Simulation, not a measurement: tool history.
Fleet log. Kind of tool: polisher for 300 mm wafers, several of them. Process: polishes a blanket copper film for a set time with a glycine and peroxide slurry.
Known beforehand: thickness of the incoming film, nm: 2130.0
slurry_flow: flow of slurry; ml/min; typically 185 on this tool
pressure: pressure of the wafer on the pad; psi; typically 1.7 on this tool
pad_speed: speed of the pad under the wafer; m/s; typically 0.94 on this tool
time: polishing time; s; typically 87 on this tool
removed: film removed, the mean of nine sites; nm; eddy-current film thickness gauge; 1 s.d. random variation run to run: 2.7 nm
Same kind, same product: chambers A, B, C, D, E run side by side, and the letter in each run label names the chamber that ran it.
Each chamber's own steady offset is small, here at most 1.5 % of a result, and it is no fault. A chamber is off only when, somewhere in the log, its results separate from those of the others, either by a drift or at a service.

run,hour,slurry_flow,pressure,pad_speed,time,wafers polished on this pad,hours since the slurry nozzle was cleaned,hours since the head pressure was calibrated,removed
# hour 1.5: chamber D: slurry nozzle cleaned
# hour 12.7: chamber E: worn pad replaced by a new one
1D,13.0,185,1.7,0.94,87,234,11.5,263.4,341.38
2B,22.7,185,1.7,0.94,87,140,445.1,78.8,346.56
# hour 33.4: chamber B: slurry nozzle cleaned
3C,35.3,185,1.7,0.94,87,308,64.6,44.4,344.48
4E,46.3,185,1.7,0.94,87,192,684.8,263.2,344.91
5A,56.4,185,1.7,0.94,87,659,326.2,326.8,345.60
6C,64.8,185,1.7,0.94,87,477,94.1,73.9,338.12
7B,81.0,185,1.7,0.94,87,473,47.7,137.1,346.14
# hour 94.6: chamber E: slurry nozzle cleaned
8A,95.6,150,2.3,0.94,87,883,365.4,366.0,419.96
9D,109.7,150,2.3,0.94,87,787,108.2,360.1,419.07
10E,119.8,150,2.3,0.94,87,612,25.3,336.7,416.44
11C,129.8,150,2.3,0.94,87,849,159.1,138.9,421.92
# hour 131.3: chamber E: worn pad replaced by a new one
# hour 135.4: chamber D: worn pad replaced by a new one
12E,138.9,150,2.3,0.94,87,43,44.4,355.8,419.63
13B,150.1,185,2.1,0.94,59,869,116.8,206.2,277.74
# hour 150.5: chamber C: worn pad replaced by a new one
14D,163.3,185,2.1,0.94,59,159,161.8,413.7,272.73
15A,176.2,185,2.1,0.94,59,1344,446.0,446.6,279.43
# hour 179.0: chamber A: worn pad replaced by a new one
16C,188.8,185,2.1,0.94,59,219,218.1,197.9,269.39
# hour 195.0: chamber B: worn pad replaced by a new one
17E,196.0,185,2.1,0.94,59,370,101.5,412.9,275.31
18B,209.8,185,1.7,0.94,87,85,176.5,265.9,349.12
19D,220.3,185,1.7,0.94,87,486,218.8,470.7,344.84
# hour 222.0: chamber D: head pressure recalibrated
20A,232.1,185,1.7,0.94,97,304,501.9,502.5,391.19
21C,243.0,185,1.7,0.94,97,529,272.3,252.1,382.46
# hour 245.5: chamber E: worn pad replaced by a new one
22E,251.5,185,1.7,0.94,97,34,157.0,468.4,390.64
# hour 261.0: chamber A: slurry nozzle cleaned
# hour 262.9: chamber C: slurry nozzle cleaned
23B,265.2,185,1.7,0.94,97,402,231.9,321.3,393.93
# hour 280.1: chamber D: slurry nozzle cleaned
24A,280.9,185,1.7,0.94,97,583,20.0,551.3,386.84
# hour 285.4: chamber D: worn pad replaced by a new one
25D,293.9,210,1.7,0.94,87,48,13.8,72.0,323.44
# hour 295.0: chamber B: head pressure recalibrated
# hour 302.1: chamber E: head pressure recalibrated
26E,305.6,210,1.7,0.94,87,344,211.1,3.6,350.79
27B,320.9,210,1.7,0.94,87,720,287.6,25.9,354.81
28A,332.2,210,1.7,0.94,87,876,71.3,602.6,353.26
29C,343.6,210,1.7,0.94,87,1105,80.7,352.7,349.24
# hour 354.7: chamber C: worn pad replaced by a new one
30D,354.9,185,1.7,0.94,87,397,74.8,133.0,320.19
# hour 362.2: chamber B: worn pad replaced by a new one
31B,367.6,185,1.7,0.94,87,31,334.3,72.6,347.27
# hour 372.8: chamber E: worn pad replaced by a new one
32C,379.7,185,1.7,0.94,87,143,116.8,388.8,344.83
# hour 380.2: chamber A: worn pad replaced by a new one
33E,393.8,185,1.7,0.94,87,120,299.3,91.8,341.68
34D,401.8,185,1.7,0.76,87,666,121.7,179.9,274.05
35A,417.1,185,1.7,0.76,87,211,156.2,687.5,299.34
36D,427.4,185,1.7,0.76,87,812,147.3,205.5,273.95
37B,439.4,185,1.7,0.76,87,442,406.1,144.4,298.42
38C,446.9,185,1.7,0.76,87,527,184.0,456.0,295.51

For the next run the whole fleet of 5 chambers uses the same settings. Give each chamber's results:
39A,458.6,185,1.2,0.94,87,,,,?
39B,458.6,185,1.2,0.94,87,,,,?
39C,458.6,185,1.2,0.94,87,,,,?
39D,458.6,185,1.2,0.94,87,,,,?
39E,458.6,185,1.2,0.94,87,,,,?

run,removed
39A,273.32
39B,276.05
39C,271.87
39D,254.04
39E,272.10
